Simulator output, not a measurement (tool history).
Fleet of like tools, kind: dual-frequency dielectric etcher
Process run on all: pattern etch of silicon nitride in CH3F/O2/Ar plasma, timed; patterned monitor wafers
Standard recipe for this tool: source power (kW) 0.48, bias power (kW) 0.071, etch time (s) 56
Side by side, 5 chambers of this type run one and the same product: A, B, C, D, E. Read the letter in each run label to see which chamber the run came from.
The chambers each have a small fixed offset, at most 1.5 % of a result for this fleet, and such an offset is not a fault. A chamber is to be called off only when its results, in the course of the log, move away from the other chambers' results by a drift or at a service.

| run | hour | source power (kW) | bias power (kW) | etch time (s) | hours since the last wet clean | hours since the last source power generator calibration | hours since the last bias power generator calibration | read-back reference wafer on the same gauge, depth_nm | mean etch depth across the wafer (Å) |
|---|---|---|---|---|---|---|---|---|---|
| 1C | 2.9 | 0.48 | 0.071 | 56 | 308.8 | 768.4 | 1229.1 | 49.098 | 418.66 |
| 2E | 5.1 | 0.48 | 0.071 | 56 | 238.3 | 653.9 | 841.1 | 49.106 | 415.74 |
| 3D | 8 | 0.48 | 0.071 | 56 | 112.9 | 2628.1 | 2286.3 | 49.145 | 417.01 |
| 4B | 10.2 | 0.48 | 0.071 | 56 | 487.9 | 2084.8 | 86.3 | 49.082 | 419.45 |
| 5A | 14.7 | 0.48 | 0.071 | 56 | 378.5 | 2125.1 | 1615.5 | 49.083 | 426.34 |
|  | 17 | chamber D: bias power generator calibrated |
| 6C | 18.6 | 0.48 | 0.071 | 56 | 324.5 | 784.1 | 1244.8 | 49.109 | 418.86 |
|  | 20 | chamber B: source power generator calibrated |
| 7B | 21.2 | 0.37 | 0.071 | 56 | 498.9 | 1.2 | 97.3 | 49.1 | 380.06 |
| 8D | 23.8 | 0.37 | 0.071 | 56 | 128.7 | 2643.9 | 6.9 | 49.116 | 374.41 |
| 9A | 27.3 | 0.37 | 0.071 | 56 | 391.1 | 2137.7 | 1628.1 | 49.113 | 383.47 |
| 10E | 30 | 0.37 | 0.071 | 56 | 263.2 | 678.8 | 866 | 49.1 | 377.05 |
| 11A | 32.9 | 0.37 | 0.071 | 56 | 396.7 | 2143.3 | 1633.7 | 49.092 | 382.26 |
| 12B | 36.5 | 0.48 | 0.071 | 56 | 514.2 | 16.5 | 112.6 | 49.058 | 419.49 |
| 13E | 38.8 | 0.48 | 0.071 | 56 | 272 | 687.6 | 874.8 | 49.111 | 415.7 |
| 14C | 42.9 | 0.48 | 0.071 | 56 | 348.8 | 808.4 | 1269.1 | 49.101 | 418.44 |
| 15D | 46.8 | 0.48 | 0.071 | 56 | 151.7 | 2666.9 | 29.9 | 49.084 | 413.66 |
| 16A | 50.3 | 0.48 | 0.071 | 56 | 414.1 | 2160.7 | 1651.1 | 49.113 | 426.48 |
|  | 53.1 | chamber E: wet clean of the chamber |
| 17E | 53.6 | 0.48 | 0.084 | 40.5 | 0.6 | 702.4 | 889.6 | 49.115 | 308.38 |
| 18C | 57.4 | 0.48 | 0.084 | 40.5 | 363.3 | 822.9 | 1283.6 | 49.072 | 321.35 |
| 19B | 61.8 | 0.48 | 0.084 | 40.5 | 539.5 | 41.8 | 137.9 | 49.104 | 322.61 |
| 20D | 66.3 | 0.48 | 0.084 | 40.5 | 171.2 | 2686.4 | 49.4 | 49.115 | 317.87 |
| 21B | 68.9 | 0.48 | 0.084 | 40.5 | 546.6 | 48.9 | 145 | 49.1 | 321.45 |
| 22D | 72 | 0.48 | 0.071 | 56 | 176.9 | 2692.1 | 55.1 | 49.108 | 416.19 |
| 23A | 74 | 0.48 | 0.071 | 40 | 437.8 | 2184.4 | 1674.8 | 49.067 | 302.48 |
| 24E | 76.9 | 0.48 | 0.071 | 40 | 23.9 | 725.7 | 912.9 | 49.11 | 287.26 |
| 25C | 79.7 | 0.48 | 0.071 | 40 | 385.6 | 845.2 | 1305.9 | 49.101 | 298.89 |
| 26B | 82.9 | 0.48 | 0.071 | 40 | 560.6 | 62.9 | 159 | 49.081 | 299.57 |
| 27C | 87.2 | 0.48 | 0.071 | 40 | 393.1 | 852.7 | 1313.4 | 49.076 | 298.92 |
| 28A | 91.6 | 0.48 | 0.071 | 56 | 455.4 | 2202 | 1692.4 | 49.109 | 423.52 |
| 29E | 94.4 | 0.48 | 0.071 | 56 | 41.4 | 743.2 | 930.4 | 49.097 | 402.37 |
| 30D | 96.8 | 0.48 | 0.071 | 56 | 201.7 | 2716.9 | 79.9 | 49.082 | 413.67 |
| 31E | 99.4 | 0.48 | 0.071 | 56 | 46.4 | 748.2 | 935.4 | 49.107 | 402.7 |
| 32A | 101.4 | 0.38 | 0.054 | 56 | 465.2 | 2211.8 | 1702.2 | 49.091 | 354.3 |
| 33B | 105.3 | 0.38 | 0.054 | 56 | 583 | 85.3 | 181.4 | 49.11 | 349.33 |
| 34D | 107.4 | 0.38 | 0.054 | 56 | 212.3 | 2727.5 | 90.5 | 49.109 | 348.12 |
| 35C | 111.5 | 0.38 | 0.054 | 56 | 417.4 | 877 | 1337.7 | 49.124 | 348.28 |
| 36E | 114.9 | 0.38 | 0.054 | 56 | 61.9 | 763.7 | 950.9 | 49.089 | 336.83 |
| 37A | 117.1 | 0.48 | 0.071 | 56 | 480.9 | 2227.5 | 1717.9 | 49.128 | 424.37 |
| 38C | 119.6 | 0.48 | 0.071 | 56 | 425.5 | 885.1 | 1345.8 | 49.126 | 417.63 |
|  | 123.5 | chamber B: wet clean of the chamber |
| 39B | 123.8 | 0.55 | 0.071 | 56 | 0.3 | 103.8 | 199.9 | 49.079 | 441.41 |
| 40D | 127.2 | 0.55 | 0.071 | 56 | 232.1 | 2747.3 | 110.3 | 49.086 | 438.64 |
| 41D | 131.3 | 0.55 | 0.071 | 56 | 236.2 | 2751.4 | 114.4 | 49.136 | 439.37 |
| 42C | 133.5 | 0.55 | 0.071 | 56 | 439.4 | 899 | 1359.7 | 49.078 | 438.69 |

All chambers now run identical settings, listed one chamber a line with results as question marks. What results will each chamber show?
| 43A | 136.8 | 0.48 | 0.071 | 56 |  |  |  |  | ? |
| 43B | 136.8 | 0.48 | 0.071 | 56 |  |  |  |  | ? |
| 43C | 136.8 | 0.48 | 0.071 | 56 |  |  |  |  | ? |
| 43D | 136.8 | 0.48 | 0.071 | 56 |  |  |  |  | ? |
| 43E | 136.8 | 0.48 | 0.071 | 56 |  |  |  |  | ? |

| run | mean etch depth across the wafer (Å) |
|---|---|
| 43A | 424.78 |
| 43B | 421.27 |
| 43C | 419.28 |
| 43D | 415.84 |
| 43E | 402.55 |
